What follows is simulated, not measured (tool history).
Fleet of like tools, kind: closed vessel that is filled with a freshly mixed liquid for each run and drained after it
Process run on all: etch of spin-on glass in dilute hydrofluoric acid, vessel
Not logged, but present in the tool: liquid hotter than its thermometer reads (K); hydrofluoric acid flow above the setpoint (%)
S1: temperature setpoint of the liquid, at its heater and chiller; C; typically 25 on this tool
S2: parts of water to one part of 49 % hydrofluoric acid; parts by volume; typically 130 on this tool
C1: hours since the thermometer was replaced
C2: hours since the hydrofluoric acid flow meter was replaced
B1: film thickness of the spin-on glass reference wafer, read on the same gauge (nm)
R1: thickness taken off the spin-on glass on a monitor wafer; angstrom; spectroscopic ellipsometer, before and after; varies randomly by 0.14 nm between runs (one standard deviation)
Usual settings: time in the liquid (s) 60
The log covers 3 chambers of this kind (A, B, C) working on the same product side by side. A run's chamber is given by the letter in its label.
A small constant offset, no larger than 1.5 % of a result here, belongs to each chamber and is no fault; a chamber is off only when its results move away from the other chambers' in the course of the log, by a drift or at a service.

run 1B day=0.2 | S1=25 S2=130 time_in_the_liquid_(s)=60 | C1=1075.8 C2=257 | B1=70 | R1=146.18
run 2A day=0.533 | S1=25 S2=130 time_in_the_liquid_(s)=60 | C1=917.2 C2=1244.8 | B1=70.004 | R1=150.66
run 3C day=0.842 | S1=25 S2=130 time_in_the_liquid_(s)=60 | C1=1163 C2=499.6 | B1=70.012 | R1=145.89
run 4B day=1.258 | S1=25 S2=130 time_in_the_liquid_(s)=60 | C1=1101.2 C2=282.4 | B1=70.022 | R1=145.42
run 5A day=1.679 | S1=25 S2=130 time_in_the_liquid_(s)=60 | C1=944.7 C2=1272.3 | B1=70.045 | R1=149.28
run 6C day=1.896 | S1=25 S2=150 time_in_the_liquid_(s)=60 | C1=1188.3 C2=524.9 | B1=69.959 | R1=125.77
run 7A day=2.179 | S1=25 S2=150 time_in_the_liquid_(s)=60 | C1=956.7 C2=1284.3 | B1=69.998 | R1=124.7
-- day=2.454 chamber B: thermometer replaced
run 8B day=2.538 | S1=25 S2=150 time_in_the_liquid_(s)=60 | C1=2.1 C2=313.1 | B1=70.06 | R1=122.66
run 9C day=2.896 | S1=25 S2=130 time_in_the_liquid_(s)=45 | C1=1212.3 C2=548.9 | B1=69.977 | R1=111.33
run 10C day=3.154 | S1=25 S2=130 time_in_the_liquid_(s)=45 | C1=1218.5 C2=555.1 | B1=69.951 | R1=109.8
run 11A day=3.471 | S1=25 S2=130 time_in_the_liquid_(s)=45 | C1=987.7 C2=1315.3 | B1=69.985 | R1=112.11
run 12B day=3.721 | S1=25 S2=130 time_in_the_liquid_(s)=60 | C1=30.5 C2=341.5 | B1=70.036 | R1=146.69
run 13C day=3.962 | S1=25 S2=130 time_in_the_liquid_(s)=60 | C1=1237.9 C2=574.5 | B1=70.005 | R1=149.34
run 14A day=4.362 | S1=25 S2=190 time_in_the_liquid_(s)=40 | C1=1009.1 C2=1336.7 | B1=70.018 | R1=62.308
run 15B day=4.596 | S1=25 S2=190 time_in_the_liquid_(s)=40 | C1=51.5 C2=362.5 | B1=70.013 | R1=61.357
run 16A day=4.854 | S1=25 S2=190 time_in_the_liquid_(s)=40 | C1=1020.9 C2=1348.5 | B1=70.006 | R1=64.195
run 17C day=5.258 | S1=25 S2=130 time_in_the_liquid_(s)=35 | C1=1269 C2=605.6 | B1=70.002 | R1=89.446
run 18B day=5.592 | S1=25 S2=130 time_in_the_liquid_(s)=35 | C1=75.4 C2=386.4 | B1=69.975 | R1=84.945
run 19C day=5.838 | S1=25 S2=130 time_in_the_liquid_(s)=35 | C1=1282.9 C2=619.5 | B1=69.998 | R1=88.044
-- day=6.225 chamber A: thermometer replaced
run 20B day=6.246 | S1=25 S2=130 time_in_the_liquid_(s)=60 | C1=91.1 C2=402.1 | B1=69.993 | R1=145.13
run 21A day=6.529 | S1=25 S2=130 time_in_the_liquid_(s)=60 | C1=7.3 C2=1388.7 | B1=70 | R1=146.58
run 22A day=6.938 | S1=25 S2=130 time_in_the_liquid_(s)=60 | C1=17.1 C2=1398.5 | B1=69.995 | R1=149.65
run 23C day=7.246 | S1=25 S2=130 time_in_the_liquid_(s)=60 | C1=1316.7 C2=653.3 | B1=70.003 | R1=152.49
run 24B day=7.575 | S1=25 S2=130 time_in_the_liquid_(s)=60 | C1=123 C2=434 | B1=70.003 | R1=144.95
run 25B day=7.85 | S1=25 S2=130 time_in_the_liquid_(s)=60 | C1=129.6 C2=440.6 | B1=70.001 | R1=145.35
-- day=7.996 chamber B: hydrofluoric acid flow meter replaced
run 26C day=8.075 | S1=20.5 S2=130 time_in_the_liquid_(s)=60 | C1=1336.6 C2=673.2 | B1=70.027 | R1=129.64
run 27A day=8.438 | S1=20.5 S2=130 time_in_the_liquid_(s)=60 | C1=53.1 C2=1434.5 | B1=69.977 | R1=123.19
run 28B day=8.754 | S1=20.5 S2=130 time_in_the_liquid_(s)=60 | C1=151.3 C2=18.3 | B1=70.034 | R1=121.44
run 29C day=9.117 | S1=25 S2=90 time_in_the_liquid_(s)=80 | C1=1361.6 C2=698.2 | B1=69.984 | R1=316.76
run 30A day=9.362 | S1=25 S2=90 time_in_the_liquid_(s)=80 | C1=75.3 C2=1456.7 | B1=69.994 | R1=299.92
run 31A day=9.742 | S1=25 S2=90 time_in_the_liquid_(s)=80 | C1=84.4 C2=1465.8 | B1=70.027 | R1=299.05
run 32C day=10.096 | S1=22.5 S2=130 time_in_the_liquid_(s)=60 | C1=1385.1 C2=721.7 | B1=69.991 | R1=142.68
run 33B day=10.521 | S1=22.5 S2=130 time_in_the_liquid_(s)=60 | C1=193.7 C2=60.7 | B1=69.995 | R1=129.65
run 34C day=10.754 | S1=22.5 S2=130 time_in_the_liquid_(s)=60 | C1=1400.9 C2=737.5 | B1=69.945 | R1=143.71
run 35B day=11.083 | S1=25 S2=130 time_in_the_liquid_(s)=60 | C1=207.2 C2=74.2 | B1=69.99 | R1=145.19
run 36A day=11.467 | S1=25 S2=130 time_in_the_liquid_(s)=60 | C1=125.8 C2=1507.2 | B1=69.98 | R1=149.49
run 37B day=11.879 | S1=25 S2=130 time_in_the_liquid_(s)=60 | C1=226.3 C2=93.3 | B1=69.989 | R1=145.65
run 38A day=12.238 | S1=25 S2=130 time_in_the_liquid_(s)=60 | C1=144.3 C2=1525.7 | B1=70.004 | R1=149.53
run 39C day=12.483 | S1=25 S2=130 time_in_the_liquid_(s)=60 | C1=1442.4 C2=779 | B1=69.964 | R1=158.37
run 40B day=12.854 | S1=25 S2=130 time_in_the_liquid_(s)=60 | C1=249.7 C2=116.7 | B1=70.036 | R1=145.55
run 41C day=13.175 | S1=25 S2=130 time_in_the_liquid_(s)=60 | C1=1459 C2=795.6 | B1=69.965 | R1=165.86
run 42A day=13.425 | S1=25 S2=130 time_in_the_liquid_(s)=60 | C1=172.8 C2=1554.2 | B1=70.019 | R1=148.14
run 43A day=13.633 | S1=25 S2=130 time_in_the_liquid_(s)=60 | C1=177.8 C2=1559.2 | B1=69.936 | R1=148.99

For the next run the whole fleet of 3 chambers uses the same settings. Give each chamber's results:
run 44A day=13.946 | S1=25 S2=105 time_in_the_liquid_(s)=60 | R1=?
run 44B day=13.946 | S1=25 S2=105 time_in_the_liquid_(s)=60 | R1=?
run 44C day=13.946 | S1=25 S2=105 time_in_the_liquid_(s)=60 | R1=?

run=44A R1=186.01
run=44B R1=189.19
run=44C R1=206.62

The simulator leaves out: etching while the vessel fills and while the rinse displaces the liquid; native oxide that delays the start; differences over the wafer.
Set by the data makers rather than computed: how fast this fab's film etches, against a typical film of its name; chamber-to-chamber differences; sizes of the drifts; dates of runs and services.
